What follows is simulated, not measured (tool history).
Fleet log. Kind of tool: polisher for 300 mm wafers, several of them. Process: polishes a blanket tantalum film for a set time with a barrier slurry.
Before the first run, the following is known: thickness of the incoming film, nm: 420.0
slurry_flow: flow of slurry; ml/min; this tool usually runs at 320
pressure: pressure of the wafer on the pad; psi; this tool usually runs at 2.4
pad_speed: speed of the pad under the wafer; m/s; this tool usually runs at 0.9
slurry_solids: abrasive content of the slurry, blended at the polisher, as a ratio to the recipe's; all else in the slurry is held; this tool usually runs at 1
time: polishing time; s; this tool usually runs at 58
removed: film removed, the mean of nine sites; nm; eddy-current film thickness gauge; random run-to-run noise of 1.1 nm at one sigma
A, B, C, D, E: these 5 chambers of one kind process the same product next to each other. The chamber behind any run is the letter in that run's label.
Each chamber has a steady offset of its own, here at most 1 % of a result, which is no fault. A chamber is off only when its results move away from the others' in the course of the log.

run   hour  slurry_flow  pressure  pad_speed  slurry_solids  time  removed
       1.8  -- chamber D: worn pad replaced by a new one
       2.2  -- chamber A: worn pad replaced by a new one
 1B    7.8          320       2.4        0.9              1    58   119.45
 2E     12          320       2.4        0.9              1    58   118.19
      13.7  -- chamber C: worn pad replaced by a new one
      15.1  -- chamber B: worn pad replaced by a new one
 3D   17.3          320       2.4        0.9              1    58   117.21
 4C   24.3          320       2.4        0.9              1    58   118.57
 5A   28.5          320       2.4        0.9              1    58   118.71
 6B   35.8          320       2.4        0.9              1    58   120.71
 7D   40.8          320       2.4        0.9              1    58   118.39
 8A   47.9          320       2.4        0.9              1    58   118.59
      49.7  -- chamber A: worn pad replaced by a new one
 9C   52.6          320       2.4        0.9              1    58    120.1
      53.1  -- chamber D: worn pad replaced by a new one
      53.7  -- chamber C: worn pad replaced by a new one
      54.5  -- chamber B: worn pad replaced by a new one
10E     57          320         3        0.9              1    58   147.81
      58.2  -- chamber E: head pressure recalibrated
      60.3  -- chamber A: head pressure recalibrated
      61.2  -- chamber E: slurry blender recalibrated
11B   63.9          320         3        0.9              1    58   148.38
        64  -- chamber E: worn pad replaced by a new one
12D   68.4          320         3        0.9              1    58   147.97
13A   72.6          320         3        0.9              1    58    149.6
14E   80.6          320         3        0.9              1    58   161.46
15C   84.6          320       2.4        0.9              1    58   120.53
      85.1  -- chamber C: slurry nozzle cleaned
      85.3  -- chamber B: slurry blender recalibrated
        91  -- chamber B: worn pad replaced by a new one
16C   92.7          320       2.4        0.9              1    58   118.91
      95.1  -- chamber A: worn pad replaced by a new one
      95.3  -- chamber C: worn pad replaced by a new one
17D   99.7          320       2.4        0.9              1    58   116.76
18A  103.4          320       2.4        0.9              1    58   119.34
     104.2  -- chamber D: worn pad replaced by a new one
19E  107.1          320       2.4        0.9              1    58   126.85
     109.5  -- chamber C: slurry blender recalibrated
20B  111.3          320       2.4        0.9              1    58   120.33
21D  117.5          320       2.4        0.9           0.85    48   93.847
22E    124          320       2.4        0.9           0.85    48   101.75
     127.5  -- chamber B: worn pad replaced by a new one
23C  131.4          320       2.4        0.9           0.85    48    94.15
24A    138          320       2.4        0.9           0.85    48   92.606
     138.2  -- chamber C: worn pad replaced by a new one
     140.9  -- chamber A: worn pad replaced by a new one
25B  142.4          320       2.4        0.9           0.85    48   93.778
26B  149.2          320       1.9          1              1    58    106.7
27C    154          320       1.9          1              1    58   104.39
     154.2  -- chamber E: worn pad replaced by a new one
     156.5  -- chamber D: worn pad replaced by a new one
28D  158.2          320       1.9          1              1    58   105.44
       164  -- chamber B: worn pad replaced by a new one
29A  165.8          320       1.9          1              1    58   103.27
30E  170.1          320       1.9          1              1    58   111.89
     172.8  -- chamber C: worn pad replaced by a new one
     173.9  -- chamber D: slurry nozzle cleaned
31D  174.9          320       2.4        0.9              1    58   119.42
32C  179.7          320       2.4        0.9              1    58   122.17
33B  187.5          320       2.4        0.9              1    58   121.37

Is one chamber off against the others, does the gauge drift, or is nothing wrong? If a chamber is off, say which, and what the likeliest cause is.

A service left chamber E off against the others.
Most likely cause: head's pressure above its setpoint, % = 8.16.

Chamber E could run next with any of the 4 candidate recipes listed below; each alters the usual settings, and their results appear as question marks. Which one brings its results back in line with what the other chambers deliver on the usual settings?
In line here means within this much of the mean the other chambers give on the usual settings: removed 3.7 nm
34E-1  193.4          320       2.4       0.84              1    58        ?
34E-2  193.4          320       2.1        0.9              1    58        ?
34E-3  193.4          320       2.5       0.94              1    61        ?
34E-4  193.4          320       2.5       0.92              1    59        ?

Usual-settings mean across the other chambers: removed 118.86 nm
  run  removed
34E-1   118.43
34E-2   111.23
34E-3   145.02
34E-4    137.3
With 34E-1, the chamber falls back in line with the rest.

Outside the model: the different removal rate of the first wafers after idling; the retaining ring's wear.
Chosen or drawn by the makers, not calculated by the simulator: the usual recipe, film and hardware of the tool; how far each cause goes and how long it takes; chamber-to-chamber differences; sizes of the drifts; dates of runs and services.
